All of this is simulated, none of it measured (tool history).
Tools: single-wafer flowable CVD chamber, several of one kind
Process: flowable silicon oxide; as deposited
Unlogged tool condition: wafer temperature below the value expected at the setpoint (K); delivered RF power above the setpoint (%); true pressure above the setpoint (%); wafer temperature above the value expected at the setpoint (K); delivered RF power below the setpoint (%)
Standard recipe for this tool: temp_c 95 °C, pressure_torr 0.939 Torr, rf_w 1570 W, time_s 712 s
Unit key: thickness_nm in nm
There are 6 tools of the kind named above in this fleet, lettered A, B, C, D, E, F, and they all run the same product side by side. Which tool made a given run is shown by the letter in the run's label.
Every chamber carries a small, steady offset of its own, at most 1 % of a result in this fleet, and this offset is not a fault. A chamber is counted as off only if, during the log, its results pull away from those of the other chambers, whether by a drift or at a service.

run	hour	temp_c	pressure_torr	rf_w	time_s	hours since the last thermocouple change	hours since the last RF generator calibration	hours since the last manometer calibration	read-back reference wafer on the same gauge, thickness_nm	thickness_nm
1D	4.2	95	0.939	1570	712	2187.9	469.2	2193.5	672.92	583.43
2E	8.3	95	0.939	1570	712	481.9	1297.6	764.2	672.61	594.92
3A	12.7	95	0.939	1570	712	916.3	827.0	727.2	672.64	587.21
4B	16.0	95	0.939	1570	712	886.1	1807.6	105.2	672.97	586.33
5F	18.1	95	0.939	1570	712	760.4	1141.4	818.4	673.75	601.52
6C	21.7	108	0.939	1570	827	315.8	985.6	1146.4	672.75	450.35
7E	23.7	108	0.939	1570	827	497.3	1313.0	779.6	672.93	443.90
8B	26.9	108	0.939	1570	827	897.0	1818.5	116.1	673.22	443.26
9F	29.5	108	0.939	1570	827	771.8	1152.8	829.8	672.44	443.91
10A	33.7	108	0.939	1570	827	937.3	848.0	748.2	673.41	443.80
11C	36.2	108	0.939	1570	827	330.3	1000.1	1160.9	673.43	453.64
12D	39.9	95	0.939	1570	712	2223.6	504.9	2229.2	673.51	583.36
13F	41.9	95	0.939	1570	712	784.2	1165.2	842.2	672.24	594.28
14D	46.2	95	0.939	1570	712	2229.9	511.2	2235.5	671.99	586.41
15C	49.4	95	0.939	1570	712	343.5	1013.3	1174.1	674.01	589.27
16B	53.1	95	0.939	1570	712	923.2	1844.7	142.3	672.89	586.86
17A	57.0	95	0.939	1570	712	960.6	871.3	771.5	671.80	583.95
18E	61.5	95	0.939	1570	712	535.1	1350.8	817.4	673.44	584.41
19A	65.4	108	0.939	1570	712	969.0	879.7	779.9	673.21	385.83
20D	69.1	108	0.939	1570	712	2252.8	534.1	2258.4	673.54	386.62
21C	71.8	108	0.939	1570	712	365.9	1035.7	1196.5	672.85	390.51
22F	75.4	108	0.939	1570	712	817.7	1198.7	875.7	673.07	386.90
23E	79.8	108	0.939	1570	712	553.4	1369.1	835.7	672.73	379.57
24B	82.6	108	0.939	1570	712	952.7	1874.2	171.8	673.97	384.06
25B	85.1	95	0.939	1355	712	955.2	1876.7	174.3	672.94	555.61
26D	88.7	95	0.939	1355	712	2272.4	553.7	2278.0	673.56	556.31
27C	91.1	95	0.939	1355	712	385.2	1055.0	1215.8	673.55	565.44
28E	95.2	95	0.939	1355	712	568.8	1384.5	851.1	674.30	555.92
29F	98.2	95	0.939	1355	712	840.5	1221.5	898.5	673.12	560.87
30A	101.8	95	0.939	1355	712	1005.4	916.1	816.3	672.31	551.73
31B	105.9	95	0.939	1570	712	976.0	1897.5	195.1	672.98	584.49
32F	109.0	95	0.939	1570	712	851.3	1232.3	909.3	672.96	589.48
33C	111.0	95	0.939	1570	712	405.1	1074.9	1235.7	672.26	597.61
34E	113.7	95	0.939	1570	712	587.3	1403.0	869.6	673.98	591.03
35A	116.3	95	0.939	1570	712	1019.9	930.6	830.8	672.82	578.29
36D	119.3	95	0.939	1570	712	2303.0	584.3	2308.6	672.97	590.32
37F	123.1	95	0.939	1570	712	865.4	1246.4	923.4	672.25	588.55
38C	126.8	95	0.939	1570	712	420.9	1090.7	1251.5	673.10	590.04
39B	129.0	95	0.939	1570	712	999.1	1920.6	218.2	672.68	585.81
40A	132.6	95	0.939	1570	712	1036.2	946.9	847.1	673.74	583.75

Read the log: is a single chamber off, either drifting away or since a service, is the gauge that measures every chamber drifting, or is nothing wrong beyond small per-chamber offsets? Name any odd chamber and what most likely caused it.

All chambers stay in line apart from their small fixed offsets, and the gauge does not drift.

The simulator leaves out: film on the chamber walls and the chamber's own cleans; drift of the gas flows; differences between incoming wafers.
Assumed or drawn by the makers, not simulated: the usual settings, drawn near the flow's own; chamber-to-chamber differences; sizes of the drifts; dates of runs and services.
